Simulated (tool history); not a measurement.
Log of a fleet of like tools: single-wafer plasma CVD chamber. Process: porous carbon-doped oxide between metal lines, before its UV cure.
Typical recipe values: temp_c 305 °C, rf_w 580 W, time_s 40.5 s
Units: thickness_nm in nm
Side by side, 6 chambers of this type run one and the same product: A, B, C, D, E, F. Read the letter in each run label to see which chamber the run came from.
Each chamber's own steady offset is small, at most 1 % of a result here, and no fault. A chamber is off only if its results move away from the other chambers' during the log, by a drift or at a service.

run     day  temp_c  rf_w  time_s  hours since the last thermocouple change  hours since the last RF generator calibration  read-back reference wafer on the same gauge, thickness_nm  thickness_nm
 1C   0.188     305   580    40.5                                    2025.9                                          287.6                                                     199.12        233.43
 2E   0.433     305   580    40.5                                     229.0                                         1144.5                                                     198.81        235.27
 3A   0.675     305   580    40.5                                     784.8                                         1219.1                                                     198.95        234.02
 4B   0.983     305   580    40.5                                    1081.8                                          163.6                                                     198.77        234.75
 5F   1.275     305   580    40.5                                     909.8                                         1634.4                                                     199.05        233.88
 6D   1.558     311   510    40.5                                     447.4                                          963.8                                                     199.16        205.90
 7F   1.733     311   510    40.5                                     920.8                                         1645.4                                                     198.98        206.01
 8C   1.933     311   510    40.5                                    2067.8                                          329.5                                                     198.89        207.38
 9D   2.308     311   510    40.5                                     465.4                                          981.8                                                     199.15        204.61
10A   2.629     311   510    40.5                                     831.7                                         1266.0                                                     199.23        211.40
11E   2.871     311   510    40.5                                     287.5                                         1203.0                                                     198.70        208.26
12B   3.050     305   580    32.7                                    1131.4                                          213.2                                                     198.87        190.40
13E   3.262     305   580    32.7                                     296.9                                         1212.4                                                     198.89        189.12
14B   3.629     305   580    32.7                                    1145.3                                          227.1                                                     198.93        190.64
15C   3.846     305   580    32.7                                    2113.7                                          375.4                                                     198.90        190.74
16F   4.171     305   580    32.7                                     979.3                                         1703.9                                                     199.08        189.64
      4.425  -- chamber F: thermocouple changed; heater temperature recalibrated
17D   4.521     305   580    32.7                                     518.5                                         1034.9                                                     199.10        188.15
18A   4.858     294   530    40.5                                     885.2                                         1319.5                                                     198.87        235.15
19E   5.208     294   530    40.5                                     343.6                                         1259.1                                                     198.86        233.83
20C   5.567     294   530    40.5                                    2155.0                                          416.7                                                     198.78        234.90
21F   5.746     294   530    40.5                                      31.8                                         1741.7                                                     199.01        225.11
22A   6.092     294   530    40.5                                     914.8                                         1349.1                                                     199.44        235.65
23B   6.379     294   530    40.5                                    1211.3                                          293.1                                                     199.12        235.00
24D   6.762     305   480    40.5                                     572.3                                         1088.7                                                     198.97        201.86
25A   7.004     305   480    40.5                                     936.7                                         1371.0                                                     198.92        208.88
26C   7.312     305   480    40.5                                    2196.9                                          458.6                                                     198.89        204.29
27E   7.558     305   480    40.5                                     400.0                                         1315.5                                                     199.17        206.37
28D   7.775     305   480    40.5                                     596.6                                         1113.0                                                     198.89        201.83
29B   8.042     305   480    40.5                                    1251.2                                          333.0                                                     199.16        206.17
30F   8.225     305   580    40.5                                      91.3                                         1801.2                                                     199.06        224.66
31F   8.517     311   580    40.5                                      98.3                                         1808.2                                                     199.17        218.97
32D   8.733     311   580    40.5                                     619.6                                         1136.0                                                     198.95        222.94
33A   8.971     311   580    40.5                                     983.9                                         1418.2                                                     199.26        228.27
34E   9.333     311   580    40.5                                     442.6                                         1358.1                                                     198.66        225.95
35B   9.650     311   580    40.5                                    1289.8                                          371.6                                                     198.94        228.60
36C  10.029     311   580    40.5                                    2262.1                                          523.8                                                     198.90        226.53
37B  10.279     305   580    40.5                                    1304.9                                          386.7                                                     198.95        233.77
38F  10.517     305   580    40.5                                     146.3                                         1856.2                                                     198.98        226.20

Which is it: a chamber that has drifted or been left off by a service, a gauge drift common to all chambers, or only each chamber's usual small offset? If a chamber is off, name it and its likeliest cause.

A service on chamber F put it out of line with the rest.
Most likely cause: wafer temperature above the value expected at the setpoint (K) = 5.3.

Which of the 4 candidates below, each the usual settings with something changed and its results left as question marks, puts chamber F back in line with what the other chambers give on the usual settings?
Allowed miss from the other chambers' usual-settings mean, per result, to count as in line: thickness_nm 4.20 nm
39F-1  10.796     305   550    40.5                                                                                                                                                                 ?
39F-2  10.796     305   590    41.4                                                                                                                                                                 ?
39F-3  10.796     305   580    43.3                                                                                                                                                                 ?
39F-4  10.796     305   520    40.5                                                                                                                                                                 ?

On the usual settings, the other chambers give on average: thickness_nm 233.46 nm
  run  thickness_nm
39F-1        218.15
39F-2        233.52
39F-3        241.23
39F-4        210.01
39F-2 puts the chamber back in line with the other chambers.
